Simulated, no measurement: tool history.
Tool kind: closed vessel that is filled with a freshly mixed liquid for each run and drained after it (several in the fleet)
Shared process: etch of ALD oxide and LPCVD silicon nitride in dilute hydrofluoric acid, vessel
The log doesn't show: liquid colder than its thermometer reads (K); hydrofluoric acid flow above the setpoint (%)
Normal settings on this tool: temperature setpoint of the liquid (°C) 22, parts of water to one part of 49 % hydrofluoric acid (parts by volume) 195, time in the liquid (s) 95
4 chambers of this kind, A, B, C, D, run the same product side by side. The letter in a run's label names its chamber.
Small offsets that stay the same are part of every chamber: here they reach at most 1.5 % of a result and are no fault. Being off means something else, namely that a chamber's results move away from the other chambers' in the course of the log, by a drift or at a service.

run    day  temperature setpoint of the liquid (°C)  parts of water to one part of 49 % hydrofluoric acid (parts by volume)  time in the liquid (s)  hours since the thermometer was replaced  hours since the hydrofluoric acid flow meter was replaced  read-back film thickness of the ALD oxide reference wafer, read on the same gauge (nm)  read-back film thickness of the LPCVD silicon nitride reference wafer, read on the same gauge (nm)  thickness taken off the ALD oxide on a monitor wafer (angstrom)  thickness taken off the LPCVD silicon nitride on a monitor wafer (angstrom)
 1C  0.250                                       22                                                                     195                      95                                    1158.2                                                     1292.9                                                                                  69.993                                                                                              59.970                                                           76.852                                                                       2.2096
 2B  0.512                                       22                                                                     195                      95                                     520.5                                                      907.0                                                                                  69.985                                                                                              59.978                                                           78.123                                                                       1.7626
 3A  0.675                                       22                                                                     195                      95                                     346.2                                                       93.8                                                                                  69.982                                                                                              60.014                                                           77.494                                                                       1.9772
 4D  0.829                                       22                                                                     195                      95                                    1603.8                                                     1423.6                                                                                  69.988                                                                                              60.034                                                           78.334                                                                       2.1853
 5D  1.050                                       22                                                                     195                      95                                    1609.1                                                     1428.9                                                                                  70.014                                                                                              59.990                                                           78.204                                                                       1.3960
 6C  1.246                                       22                                                                     195                      95                                    1182.1                                                     1316.8                                                                                  70.022                                                                                              60.012                                                           77.689                                                                       2.1412
 7A  1.483                                       22                                                                     195                      95                                     365.6                                                      113.2                                                                                  70.016                                                                                              60.003                                                           77.048                                                                       2.2456
 8B  1.650                                       22                                                                     195                      95                                     547.8                                                      934.3                                                                                  69.969                                                                                              59.993                                                           78.138                                                                       1.8250
 9B  1.779                                       22                                                                     195                      95                                     550.9                                                      937.4                                                                                  69.994                                                                                              59.989                                                           77.658                                                                       2.4953
10D  1.975                                       22                                                                     195                      95                                    1631.3                                                     1451.1                                                                                  70.001                                                                                              60.003                                                           78.030                                                                       2.2160
11A  2.267                                       22                                                                     105                      95                                     384.4                                                      132.0                                                                                  70.025                                                                                              60.016                                                          160.620                                                                       4.4258
12C  2.521                                       22                                                                     105                      95                                    1212.7                                                     1347.4                                                                                  70.026                                                                                              59.995                                                          159.510                                                                       3.8971
13B  2.746                                       22                                                                     105                      95                                     574.1                                                      960.6                                                                                  69.999                                                                                              59.999                                                          159.310                                                                       5.2445
14A  3.025                                       22                                                                     105                      95                                     402.6                                                      150.2                                                                                  70.004                                                                                              60.003                                                          158.120                                                                       4.0539
15C  3.262                                       22                                                                     195                      95                                    1230.5                                                     1365.2                                                                                  70.018                                                                                              59.983                                                           77.419                                                                       1.9838
16D  3.454                                       22                                                                     285                      95                                    1666.8                                                     1486.6                                                                                  70.005                                                                                              59.974                                                           48.462                                                                       1.7622
17A  3.592                                       22                                                                     285                      95                                     416.2                                                      163.8                                                                                  69.984                                                                                              59.999                                                           47.052                                                                       1.2523
18B  3.800                                       22                                                                     285                      95                                     599.4                                                      985.9                                                                                  70.016                                                                                              60.001                                                           49.129                                                                       1.6462
19C  4.092                                       22                                                                     285                      95                                    1250.4                                                     1385.1                                                                                  70.023                                                                                              59.995                                                           48.744                                                                       1.6508
20D  4.308                                       22                                                                     195                      95                                    1687.3                                                     1507.1                                                                                  69.997                                                                                              60.011                                                           77.374                                                                       2.3746
21A  4.562                                       22                                                                     195                      95                                     439.5                                                      187.1                                                                                  70.022                                                                                              60.003                                                           74.743                                                                       2.5085
22D  4.821                                       22                                                                     195                      95                                    1699.6                                                     1519.4                                                                                  69.995                                                                                              60.005                                                           78.823                                                                       2.2668
23C  5.075                                       22                                                                     195                      95                                    1274.0                                                     1408.7                                                                                  70.008                                                                                              60.019                                                           76.849                                                                       2.3427
24B  5.233                                       22                                                                     195                      95                                     633.8                                                     1020.3                                                                                  70.008                                                                                              59.998                                                           78.921                                                                       2.4515
25D  5.367                                       22                                                                     195                      95                                    1712.7                                                     1532.5                                                                                  70.027                                                                                              60.025                                                           76.681                                                                       1.8636
26C  5.562                                       22                                                                     195                      95                                    1285.7                                                     1420.4                                                                                  69.977                                                                                              59.986                                                           77.036                                                                       2.1199
27B  5.833                                       22                                                                     195                      95                                     648.2                                                     1034.7                                                                                  70.031                                                                                              60.009                                                           77.729                                                                       2.6272
28A  6.104                                       22                                                                     195                      95                                     476.5                                                      224.1                                                                                  70.021                                                                                              59.997                                                           73.099                                                                       1.9060
29C  6.342                                       22                                                                     195                      95                                    1304.4                                                     1439.1                                                                                  69.997                                                                                              59.995                                                           78.282                                                                       1.6425
30D  6.617                                       22                                                                     195                      95                                    1742.7                                                     1562.5                                                                                  69.999                                                                                              59.980                                                           78.022                                                                       2.4312
31A  6.804                                       22                                                                     195                      95                                     493.3                                                      240.9                                                                                  70.003                                                                                              60.025                                                           73.536                                                                       2.4719
32B  7.062                                       26                                                                     145                      95                                     677.7                                                     1064.2                                                                                  70.011                                                                                              60.008                                                          129.170                                                                       4.1062
33B  7.288                                       26                                                                     145                      95                                     683.1                                                     1069.6                                                                                  70.009                                                                                              59.985                                                          130.010                                                                       4.5967
     7.312  -- chamber D: thermometer replaced
34D  7.567                                       26                                                                     145                      95                                       6.1                                                     1585.3                                                                                  70.004                                                                                              59.989                                                          128.910                                                                       2.7772
35C  7.750                                       26                                                                     145                      95                                    1338.2                                                     1472.9                                                                                  70.015                                                                                              60.022                                                          128.240                                                                       3.9701
36A  7.892                                       22                                                                     195                      95                                     519.4                                                      267.0                                                                                  70.011                                                                                              60.003                                                           72.266                                                                       1.8767

Read the log: is a single chamber off, either drifting away or since a service, is the gauge that measures every chamber drifting, or is nothing wrong beyond small per-chamber offsets? Name any odd chamber and what most likely caused it.

Little by little, chamber A moves away from the other chambers.
Most likely cause: liquid colder than its thermometer reads (K) = 2.14.

Here are 4 candidates for chamber A's next run, each the usual settings with a change, their results left as question marks. Which one brings its results back in line with what the others give on the usual settings?
To be in line, a result may differ from the other chambers' mean on the usual settings by at most: thickness taken off the ALD oxide on a monitor wafer (angstrom) 1.900; thickness taken off the LPCVD silicon nitride on a monitor wafer (angstrom) 1.3000
37A-1  8.104                                     19.5                                                                     185                      85                                                                                                                                                                                                                                                                                                                                                                 ?                                                                            ?
37A-2  8.104                                     20.5                                                                     190                      90                                                                                                                                                                                                                                                                                                                                                                 ?                                                                            ?
37A-3  8.104                                     23.5                                                                     205                     105                                                                                                                                                                                                                                                                                                                                                                 ?                                                                            ?
37A-4  8.104                                     24.5                                                                     205                     105                                                                                                                                                                                                                                                                                                                                                                 ?                                                                            ?

On the usual settings, the other chambers give on average: thickness taken off the ALD oxide on a monitor wafer (angstrom) 77.963; thickness taken off the LPCVD silicon nitride on a monitor wafer (angstrom) 2.1902
  run  thickness taken off the ALD oxide on a monitor wafer (angstrom)  thickness taken off the LPCVD silicon nitride on a monitor wafer (angstrom)
37A-1                                                           61.974                                                                       1.5056
37A-2                                                           66.111                                                                       1.6599
37A-3                                                           78.870                                                                       2.1818
37A-4                                                           81.873                                                                       2.3254
With 37A-3, the chamber falls back in line with the rest.
